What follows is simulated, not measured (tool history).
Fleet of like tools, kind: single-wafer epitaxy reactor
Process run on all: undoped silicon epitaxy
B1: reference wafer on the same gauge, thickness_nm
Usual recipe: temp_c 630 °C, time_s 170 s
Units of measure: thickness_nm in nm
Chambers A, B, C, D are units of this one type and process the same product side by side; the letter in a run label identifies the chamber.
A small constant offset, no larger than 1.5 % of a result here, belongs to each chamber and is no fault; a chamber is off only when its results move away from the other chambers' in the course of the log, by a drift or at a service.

{"run": "1B", "hour": 12.9, "temp_c": 630, "time_s": 170, "B1": 17.898, "thickness_nm": 18.455}
{"run": "2A", "hour": 25.6, "temp_c": 630, "time_s": 170, "B1": 17.89, "thickness_nm": 18.421}
{"run": "3D", "hour": 37.9, "temp_c": 630, "time_s": 170, "B1": 17.877, "thickness_nm": 17.982}
{"run": "4C", "hour": 51.1, "temp_c": 630, "time_s": 170, "B1": 17.909, "thickness_nm": 18.547}
{"run": "5D", "hour": 58.4, "temp_c": 630, "time_s": 170, "B1": 17.899, "thickness_nm": 18.113}
{"run": "6C", "hour": 69.6, "temp_c": 630, "time_s": 170, "B1": 17.884, "thickness_nm": 18.453}
{"run": "7B", "hour": 78.2, "temp_c": 621, "time_s": 203, "B1": 17.907, "thickness_nm": 17.866}
{"run": "8A", "hour": 89.2, "temp_c": 621, "time_s": 203, "B1": 17.897, "thickness_nm": 17.859}
{"run": "9D", "hour": 97.5, "temp_c": 621, "time_s": 203, "B1": 17.9, "thickness_nm": 17.651}
{"run": "10C", "hour": 109.7, "temp_c": 621, "time_s": 203, "B1": 17.901, "thickness_nm": 17.948}
{"run": "11A", "hour": 115.9, "temp_c": 630, "time_s": 170, "B1": 17.888, "thickness_nm": 18.409}
{"run": "12B", "hour": 128.4, "temp_c": 630, "time_s": 170, "B1": 17.89, "thickness_nm": 18.349}
{"run": "13A", "hour": 138.8, "temp_c": 630, "time_s": 182, "B1": 17.906, "thickness_nm": 19.674}
{"run": "14C", "hour": 148.7, "temp_c": 630, "time_s": 182, "B1": 17.894, "thickness_nm": 19.73}
{"run": "15D", "hour": 158.3, "temp_c": 630, "time_s": 182, "B1": 17.892, "thickness_nm": 19.488}
{"run": "16B", "hour": 171.4, "temp_c": 630, "time_s": 182, "B1": 17.904, "thickness_nm": 19.637}
{"run": "17A", "hour": 185.1, "temp_c": 630, "time_s": 170, "B1": 17.901, "thickness_nm": 18.403}
{"run": "18D", "hour": 195.1, "temp_c": 630, "time_s": 170, "B1": 17.909, "thickness_nm": 18.143}
{"run": "19B", "hour": 206.5, "temp_c": 644, "time_s": 156, "B1": 17.912, "thickness_nm": 23.183}
{"run": "20C", "hour": 220.2, "temp_c": 644, "time_s": 156, "B1": 17.895, "thickness_nm": 23.187}
{"run": "21B", "hour": 228.1, "temp_c": 644, "time_s": 156, "B1": 17.89, "thickness_nm": 23.202}
{"run": "22D", "hour": 235.5, "temp_c": 644, "time_s": 156, "B1": 17.91, "thickness_nm": 22.592}
{"run": "23A", "hour": 242.8, "temp_c": 630, "time_s": 170, "B1": 17.89, "thickness_nm": 18.407}
{"run": "24C", "hour": 254.1, "temp_c": 630, "time_s": 170, "B1": 17.894, "thickness_nm": 18.542}
{"run": "25B", "hour": 265.6, "temp_c": 630, "time_s": 170, "B1": 17.895, "thickness_nm": 18.694}
{"run": "26C", "hour": 274.9, "temp_c": 630, "time_s": 170, "B1": 17.898, "thickness_nm": 18.606}
{"run": "27D", "hour": 283.6, "temp_c": 630, "time_s": 170, "B1": 17.898, "thickness_nm": 18.182}
{"run": "28A", "hour": 292.3, "temp_c": 630, "time_s": 170, "B1": 17.906, "thickness_nm": 18.27}
{"run": "29D", "hour": 302.6, "temp_c": 630, "time_s": 170, "B1": 17.894, "thickness_nm": 18.143}
{"run": "30B", "hour": 314.6, "temp_c": 621, "time_s": 170, "B1": 17.904, "thickness_nm": 15.201}
{"run": "31C", "hour": 328.2, "temp_c": 621, "time_s": 170, "B1": 17.904, "thickness_nm": 15.052}
{"run": "32A", "hour": 336.2, "temp_c": 621, "time_s": 170, "B1": 17.89, "thickness_nm": 14.892}
{"run": "33D", "hour": 344.8, "temp_c": 621, "time_s": 170, "B1": 17.902, "thickness_nm": 14.732}
{"run": "34A", "hour": 353.5, "temp_c": 630, "time_s": 189, "B1": 17.909, "thickness_nm": 20.497}
{"run": "35B", "hour": 364.2, "temp_c": 630, "time_s": 189, "B1": 17.911, "thickness_nm": 20.9}
{"run": "36C", "hour": 371.1, "temp_c": 630, "time_s": 189, "B1": 17.906, "thickness_nm": 20.612}
{"run": "37B", "hour": 380.0, "temp_c": 630, "time_s": 189, "B1": 17.894, "thickness_nm": 20.888}
{"run": "38C", "hour": 393.0, "temp_c": 630, "time_s": 170, "B1": 17.885, "thickness_nm": 18.622}

The same settings go to every chamber for the next run, one line per chamber below. Forecast the results for each:
{"run": "39A", "hour": 403.1, "temp_c": 620, "time_s": 170, "thickness_nm": "?"}
{"run": "39B", "hour": 403.1, "temp_c": 620, "time_s": 170, "thickness_nm": "?"}
{"run": "39C", "hour": 403.1, "temp_c": 620, "time_s": 170, "thickness_nm": "?"}
{"run": "39D", "hour": 403.1, "temp_c": 620, "time_s": 170, "thickness_nm": "?"}

run=39A thickness_nm=14.611
run=39B thickness_nm=15.064
run=39C thickness_nm=14.81
run=39D thickness_nm=14.378
